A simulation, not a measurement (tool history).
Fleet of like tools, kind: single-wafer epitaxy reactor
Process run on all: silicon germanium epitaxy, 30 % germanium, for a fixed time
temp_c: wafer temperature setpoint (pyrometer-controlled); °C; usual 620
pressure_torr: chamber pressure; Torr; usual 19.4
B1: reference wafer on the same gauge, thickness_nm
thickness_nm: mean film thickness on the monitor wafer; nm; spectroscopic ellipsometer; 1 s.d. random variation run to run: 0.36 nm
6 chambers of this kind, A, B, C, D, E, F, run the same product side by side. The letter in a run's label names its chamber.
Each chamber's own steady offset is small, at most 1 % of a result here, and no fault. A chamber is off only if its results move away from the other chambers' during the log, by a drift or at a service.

run 1F hour=8.2 | temp_c=620 pressure_torr=19.4 | B1=92.634 | thickness_nm=83.140
run 2A hour=13.5 | temp_c=620 pressure_torr=19.4 | B1=92.669 | thickness_nm=82.922
run 3E hour=22.2 | temp_c=620 pressure_torr=19.4 | B1=92.785 | thickness_nm=82.544
run 4C hour=29.6 | temp_c=620 pressure_torr=19.4 | B1=92.613 | thickness_nm=83.641
run 5B hour=38.4 | temp_c=620 pressure_torr=19.4 | B1=92.665 | thickness_nm=83.499
run 6D hour=49.1 | temp_c=620 pressure_torr=19.4 | B1=92.692 | thickness_nm=82.876
run 7C hour=56.9 | temp_c=620 pressure_torr=19.4 | B1=92.662 | thickness_nm=83.524
run 8E hour=66.3 | temp_c=620 pressure_torr=19.4 | B1=92.696 | thickness_nm=83.027
run 9A hour=77.0 | temp_c=620 pressure_torr=19.4 | B1=92.781 | thickness_nm=83.828
run 10D hour=84.1 | temp_c=620 pressure_torr=19.4 | B1=92.747 | thickness_nm=83.026
run 11F hour=90.6 | temp_c=620 pressure_torr=19.4 | B1=92.841 | thickness_nm=83.967
run 12B hour=100.1 | temp_c=620 pressure_torr=19.4 | B1=92.711 | thickness_nm=82.983
run 13B hour=111.1 | temp_c=620 pressure_torr=19.4 | B1=92.668 | thickness_nm=82.854
-- hour=115.5 chamber F: capacitance manometer re-zeroed and calibrated
run 14E hour=116.2 | temp_c=620 pressure_torr=21.9 | B1=92.757 | thickness_nm=86.703
run 15F hour=126.3 | temp_c=620 pressure_torr=21.9 | B1=92.674 | thickness_nm=87.421
run 16C hour=134.6 | temp_c=620 pressure_torr=21.9 | B1=92.675 | thickness_nm=87.634
run 17A hour=143.0 | temp_c=620 pressure_torr=21.9 | B1=92.738 | thickness_nm=87.761
run 18D hour=151.1 | temp_c=620 pressure_torr=21.9 | B1=92.698 | thickness_nm=86.665
run 19D hour=158.6 | temp_c=620 pressure_torr=21.9 | B1=92.726 | thickness_nm=87.206
run 20A hour=167.9 | temp_c=620 pressure_torr=19.4 | B1=92.741 | thickness_nm=83.858
run 21F hour=174.0 | temp_c=625 pressure_torr=19.4 | B1=92.733 | thickness_nm=91.169
run 22C hour=182.5 | temp_c=625 pressure_torr=19.4 | B1=92.759 | thickness_nm=91.642
run 23E hour=189.7 | temp_c=625 pressure_torr=19.4 | B1=92.760 | thickness_nm=90.287
-- hour=196.5 chamber D: capacitance manometer re-zeroed and calibrated
run 24B hour=198.0 | temp_c=625 pressure_torr=19.4 | B1=92.713 | thickness_nm=91.917
run 25C hour=203.1 | temp_c=625 pressure_torr=19.4 | B1=92.654 | thickness_nm=91.688
run 26A hour=211.7 | temp_c=625 pressure_torr=19.4 | B1=92.719 | thickness_nm=90.631
run 27E hour=219.6 | temp_c=620 pressure_torr=19.4 | B1=92.694 | thickness_nm=82.518
run 28B hour=226.5 | temp_c=620 pressure_torr=19.4 | B1=92.681 | thickness_nm=84.300
run 29F hour=233.3 | temp_c=620 pressure_torr=19.4 | B1=92.673 | thickness_nm=83.226
run 30D hour=243.3 | temp_c=620 pressure_torr=19.4 | B1=92.799 | thickness_nm=82.782
run 31F hour=251.0 | temp_c=610 pressure_torr=19.4 | B1=92.754 | thickness_nm=70.001
run 32C hour=255.8 | temp_c=610 pressure_torr=19.4 | B1=92.794 | thickness_nm=70.023
run 33D hour=266.1 | temp_c=610 pressure_torr=19.4 | B1=92.746 | thickness_nm=69.433
run 34E hour=274.9 | temp_c=610 pressure_torr=19.4 | B1=92.665 | thickness_nm=69.495
-- hour=275.7 chamber E: capacitance manometer re-zeroed and calibrated
run 35A hour=283.3 | temp_c=610 pressure_torr=19.4 | B1=92.708 | thickness_nm=69.693
run 36B hour=293.9 | temp_c=610 pressure_torr=19.4 | B1=92.672 | thickness_nm=72.169
run 37E hour=303.8 | temp_c=620 pressure_torr=19.4 | B1=92.748 | thickness_nm=82.606

Is one chamber out of step, is the gauge drifting, or do the chambers differ by no more than their own small offsets? For an off chamber, give its letter and the likeliest cause.

One chamber, B, drifts off from the rest bit by bit.
Most likely cause: wafer temperature above the value expected at the setpoint (K) = 2.26.

Below are 4 candidate recipes for chamber B's next run, each the usual settings with a change, their results shown as question marks. Which of them brings B's results back in line with what the other chambers give on the usual settings?
Counts as in line when no further than this from what the other chambers average on the usual settings: thickness_nm 1.300 nm
run 38B-1 hour=311.7 | temp_c=620 pressure_torr=21.2 | thickness_nm=?
run 38B-2 hour=311.7 | temp_c=620 pressure_torr=19.9 | thickness_nm=?
run 38B-3 hour=311.7 | temp_c=620 pressure_torr=18.9 | thickness_nm=?
run 38B-4 hour=311.7 | temp_c=618 pressure_torr=19.2 | thickness_nm=?

Average result of the remaining chambers running the usual settings: thickness_nm 83.276 nm
run=38B-1 thickness_nm=89.542
run=38B-2 thickness_nm=87.329
run=38B-3 thickness_nm=85.567
run=38B-4 thickness_nm=83.112
The answer is 38B-4, which returns the chamber to within the allowed miss of the others.
